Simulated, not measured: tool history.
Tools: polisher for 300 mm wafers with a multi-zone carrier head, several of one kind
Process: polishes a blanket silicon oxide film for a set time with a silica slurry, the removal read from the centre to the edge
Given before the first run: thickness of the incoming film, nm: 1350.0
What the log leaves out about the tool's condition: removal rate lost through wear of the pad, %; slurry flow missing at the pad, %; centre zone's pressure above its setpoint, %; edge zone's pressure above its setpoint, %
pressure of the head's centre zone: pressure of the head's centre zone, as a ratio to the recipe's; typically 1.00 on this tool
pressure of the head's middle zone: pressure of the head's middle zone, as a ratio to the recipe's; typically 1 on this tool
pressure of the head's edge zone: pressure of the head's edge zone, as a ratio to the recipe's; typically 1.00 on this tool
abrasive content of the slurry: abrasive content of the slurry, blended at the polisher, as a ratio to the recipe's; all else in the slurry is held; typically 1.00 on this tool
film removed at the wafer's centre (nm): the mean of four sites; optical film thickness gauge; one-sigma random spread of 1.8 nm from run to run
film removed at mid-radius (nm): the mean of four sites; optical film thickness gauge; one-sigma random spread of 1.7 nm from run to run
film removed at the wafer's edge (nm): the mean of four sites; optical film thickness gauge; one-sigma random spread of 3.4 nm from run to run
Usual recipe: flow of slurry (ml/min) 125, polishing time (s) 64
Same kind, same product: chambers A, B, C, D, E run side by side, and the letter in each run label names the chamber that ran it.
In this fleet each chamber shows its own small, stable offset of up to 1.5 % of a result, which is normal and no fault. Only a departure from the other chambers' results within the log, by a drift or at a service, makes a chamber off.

| run | hour | flow of slurry (ml/min) | pressure of the head's centre zone | pressure of the head's middle zone | pressure of the head's edge zone | abrasive content of the slurry | polishing time (s) | wafers polished on this pad | hours since the slurry nozzle was cleaned | hours since the centre zone pressure was calibrated | hours since the edge zone pressure was calibrated | film removed at the wafer's centre (nm) | film removed at mid-radius (nm) | film removed at the wafer's edge (nm) |
|---|---|---|---|---|---|---|---|---|---|---|---|---|---|---|
| 1E | 8.6 | 125 | 1.00 | 1 | 1.00 | 1.00 | 64 | 271 | 48.6 | 23.5 | 23.1 | 265.56 | 259.71 | 266.06 |
| 2D | 18.0 | 125 | 1.00 | 1 | 1.00 | 1.00 | 64 | 345 | 225.3 | 93.4 | 422.8 | 264.09 | 265.38 | 264.95 |
| 3A | 29.8 | 125 | 1.00 | 1 | 1.00 | 1.00 | 64 | 422 | 722.4 | 86.1 | 428.5 | 260.24 | 262.33 | 262.10 |
| 4C | 39.8 | 125 | 1.00 | 1 | 1.00 | 1.00 | 64 | 485 | 122.6 | 350.3 | 98.7 | 263.19 | 263.15 | 264.75 |
|  | 44.5 | chamber B: worn pad replaced by a new one |
| 5B | 47.7 | 125 | 1.00 | 1 | 1.08 | 1.25 | 64 | 30 | 235.7 | 991.6 | 230.3 | 293.60 | 291.28 | 303.89 |
| 6D | 56.3 | 125 | 1.00 | 1 | 1.08 | 1.25 | 64 | 705 | 263.6 | 131.7 | 461.1 | 292.57 | 291.61 | 297.01 |
| 7B | 70.7 | 125 | 1.00 | 1 | 1.08 | 1.25 | 64 | 246 | 258.7 | 1014.6 | 253.3 | 290.00 | 293.13 | 297.08 |
|  | 73.2 | chamber A: worn pad replaced by a new one |
|  | 78.4 | chamber C: worn pad replaced by a new one |
| 8C | 83.9 | 125 | 1.00 | 1 | 1.08 | 1.25 | 64 | 52 | 166.7 | 394.4 | 142.8 | 291.80 | 288.63 | 298.98 |
|  | 89.9 | chamber A: slurry nozzle cleaned |
| 9E | 91.3 | 125 | 1.00 | 1 | 1.08 | 1.25 | 64 | 1048 | 131.3 | 106.2 | 105.8 | 290.35 | 288.49 | 297.97 |
|  | 92.1 | chamber A: edge zone pressure recalibrated |
| 10A | 106.6 | 125 | 1.00 | 1 | 1.00 | 1.00 | 64 | 314 | 16.8 | 162.9 | 14.6 | 264.02 | 263.78 | 262.12 |
|  | 112.4 | chamber E: worn pad replaced by a new one |
| 11A | 114.8 | 125 | 1.00 | 1 | 1.00 | 1.00 | 64 | 391 | 25.0 | 171.1 | 22.8 | 263.05 | 263.03 | 257.35 |
|  | 117.0 | chamber B: worn pad replaced by a new one |
| 12E | 121.9 | 125 | 1.00 | 1 | 1.00 | 1.00 | 64 | 89 | 161.9 | 136.8 | 136.4 | 261.65 | 265.92 | 259.12 |
|  | 130.1 | chamber D: worn pad replaced by a new one |
| 13B | 136.3 | 95 | 1.00 | 1 | 1.00 | 1.00 | 64 | 181 | 324.3 | 1080.2 | 318.9 | 242.94 | 246.11 | 253.67 |
|  | 146.1 | chamber A: worn pad replaced by a new one |
| 14C | 148.4 | 95 | 1.00 | 1 | 1.00 | 1.00 | 64 | 658 | 231.2 | 458.9 | 207.3 | 244.90 | 241.37 | 254.85 |
| 15D | 158.6 | 95 | 1.00 | 1 | 1.00 | 1.00 | 64 | 267 | 365.9 | 234.0 | 563.4 | 241.94 | 247.15 | 254.33 |
|  | 169.6 | chamber C: worn pad replaced by a new one |
| 16C | 170.3 | 95 | 1.00 | 1 | 1.00 | 1.00 | 64 | 7 | 253.1 | 480.8 | 229.2 | 243.44 | 246.07 | 249.25 |
|  | 171.6 | chamber D: edge zone pressure recalibrated |
| 17D | 179.7 | 95 | 1.00 | 1 | 1.00 | 1.00 | 64 | 466 | 387.0 | 255.1 | 8.1 | 243.58 | 247.16 | 252.77 |
| 18B | 191.3 | 125 | 1.00 | 1 | 1.00 | 1.00 | 64 | 698 | 379.3 | 1135.2 | 373.9 | 262.75 | 262.48 | 256.99 |
|  | 192.8 | chamber B: worn pad replaced by a new one |
| 19E | 203.6 | 125 | 1.00 | 1 | 1.00 | 1.00 | 64 | 857 | 243.6 | 218.5 | 218.1 | 267.41 | 265.28 | 262.52 |
|  | 206.5 | chamber C: edge zone pressure recalibrated |
| 20A | 218.9 | 105 | 1.00 | 1 | 1.10 | 1.00 | 64 | 684 | 129.1 | 275.2 | 126.9 | 251.48 | 252.00 | 266.99 |
|  | 219.3 | chamber A: worn pad replaced by a new one |
| 21E | 226.4 | 105 | 1.00 | 1 | 1.10 | 1.00 | 64 | 1071 | 266.4 | 241.3 | 240.9 | 251.49 | 253.45 | 271.57 |
| 22B | 235.2 | 105 | 1.00 | 1 | 1.10 | 1.00 | 64 | 398 | 423.2 | 1179.1 | 417.8 | 247.31 | 251.38 | 268.91 |
|  | 235.7 | chamber E: worn pad replaced by a new one |
| 23D | 245.4 | 105 | 1.00 | 1 | 1.10 | 1.00 | 64 | 1083 | 452.7 | 320.8 | 73.8 | 252.75 | 250.01 | 275.59 |
|  | 247.7 | chamber E: centre zone pressure recalibrated |
| 24A | 257.5 | 105 | 1.00 | 1 | 1.10 | 1.00 | 64 | 359 | 167.7 | 313.8 | 165.5 | 252.99 | 250.74 | 262.00 |
|  | 262.9 | chamber C: worn pad replaced by a new one |
| 25C | 265.1 | 145 | 1.00 | 1 | 1.00 | 1.00 | 64 | 21 | 347.9 | 575.6 | 58.7 | 273.55 | 273.31 | 271.82 |
|  | 266.4 | chamber D: worn pad replaced by a new one |
| 26B | 276.4 | 145 | 1.00 | 1 | 1.00 | 1.00 | 64 | 785 | 464.4 | 1220.3 | 459.0 | 269.30 | 267.68 | 267.30 |
|  | 286.8 | chamber B: worn pad replaced by a new one |
| 27C | 291.3 | 145 | 1.00 | 1 | 1.00 | 1.00 | 64 | 267 | 374.1 | 601.8 | 84.9 | 270.62 | 272.40 | 276.61 |
| 28A | 300.4 | 145 | 1.00 | 1 | 1.00 | 1.00 | 64 | 762 | 210.6 | 356.7 | 208.4 | 278.19 | 271.77 | 267.36 |
|  | 308.4 | chamber A: worn pad replaced by a new one |
| 29D | 315.4 | 145 | 1.00 | 1 | 1.00 | 1.00 | 64 | 461 | 522.7 | 390.8 | 143.8 | 272.11 | 273.28 | 262.75 |
| 30E | 327.1 | 125 | 1.00 | 1 | 1.00 | 1.00 | 64 | 859 | 367.1 | 79.4 | 341.6 | 264.95 | 265.26 | 264.20 |
| 31B | 339.1 | 125 | 1.00 | 1 | 1.00 | 1.00 | 64 | 492 | 527.1 | 1283.0 | 521.7 | 257.26 | 253.39 | 254.80 |
| 32C | 347.3 | 125 | 1.00 | 1 | 1.00 | 1.00 | 64 | 793 | 430.1 | 657.8 | 140.9 | 263.36 | 260.99 | 268.28 |
|  | 359.4 | chamber E: worn pad replaced by a new one |
| 33D | 359.5 | 125 | 1.00 | 1 | 1.00 | 1.00 | 64 | 875 | 566.8 | 434.9 | 187.9 | 263.97 | 265.53 | 271.08 |
| 34A | 371.7 | 125 | 1.00 | 1 | 1.00 | 1.00 | 64 | 595 | 281.9 | 428.0 | 279.7 | 262.42 | 260.27 | 262.78 |
|  | 378.8 | chamber B: worn pad replaced by a new one |
|  | 383.4 | chamber A: worn pad replaced by a new one |
| 35E | 385.2 | 125 | 1.00 | 1 | 1.00 | 1.00 | 64 | 243 | 425.2 | 137.5 | 399.7 | 267.19 | 260.89 | 264.97 |
| 36B | 398.8 | 125 | 1.00 | 1 | 1.00 | 1.00 | 64 | 188 | 586.8 | 1342.7 | 581.4 | 251.43 | 251.30 | 258.47 |
| 37E | 410.1 | 125 | 1.00 | 1 | 1.00 | 1.00 | 64 | 476 | 450.1 | 162.4 | 424.6 | 263.49 | 262.87 | 264.60 |
| 38A | 420.8 | 125 | 1.00 | 1 | 1.00 | 1.00 | 64 | 351 | 331.0 | 477.1 | 328.8 | 266.53 | 261.43 | 255.20 |

Has any chamber moved away from the others, gradually or after a service, or does the common gauge drift, or do the chambers differ only by their own small steady offsets? State the chamber and the most likely cause if one applies.

Chamber B drifts away from the others.
Cause: slurry flow missing at the pad, % = 19.5.

Here are 4 candidates for chamber B's next run, each the usual settings with a change, their results left as question marks. Which one brings its results back in line with what the others give on the usual settings?
Maximum distance from the other chambers' mean on the usual settings for a result to count as in line: film removed at the wafer's centre (nm) 6.20; film removed at mid-radius (nm) 6.10; film removed at the wafer's edge (nm) 12.00
| 39B-1 | 432.2 | 130 | 1.01 | 1.00 | 1.00 | 1.00 | 66 |  |  |  |  | ? | ? | ? |
| 39B-2 | 432.2 | 120 | 0.98 | 1.00 | 1.01 | 1.00 | 60 |  |  |  |  | ? | ? | ? |
| 39B-3 | 432.2 | 130 | 1.02 | 1.01 | 0.99 | 1.00 | 68 |  |  |  |  | ? | ? | ? |
| 39B-4 | 432.2 | 120 | 0.99 | 1.00 | 1.00 | 1.00 | 62 |  |  |  |  | ? | ? | ? |

The mean the other chambers reach with the usual settings: film removed at the wafer's centre (nm) 263.82; film removed at mid-radius (nm) 263.23; film removed at the wafer's edge (nm) 263.13
| run | film removed at the wafer's centre (nm) | film removed at mid-radius (nm) | film removed at the wafer's edge (nm) |
|---|---|---|---|
| 39B-1 | 262.22 | 261.50 | 262.83 |
| 39B-2 | 224.90 | 232.60 | 236.63 |
| 39B-3 | 273.10 | 271.92 | 269.35 |
| 39B-4 | 234.98 | 240.34 | 243.26 |
Change 39B-1 lands the chamber within the allowed miss of the other chambers.
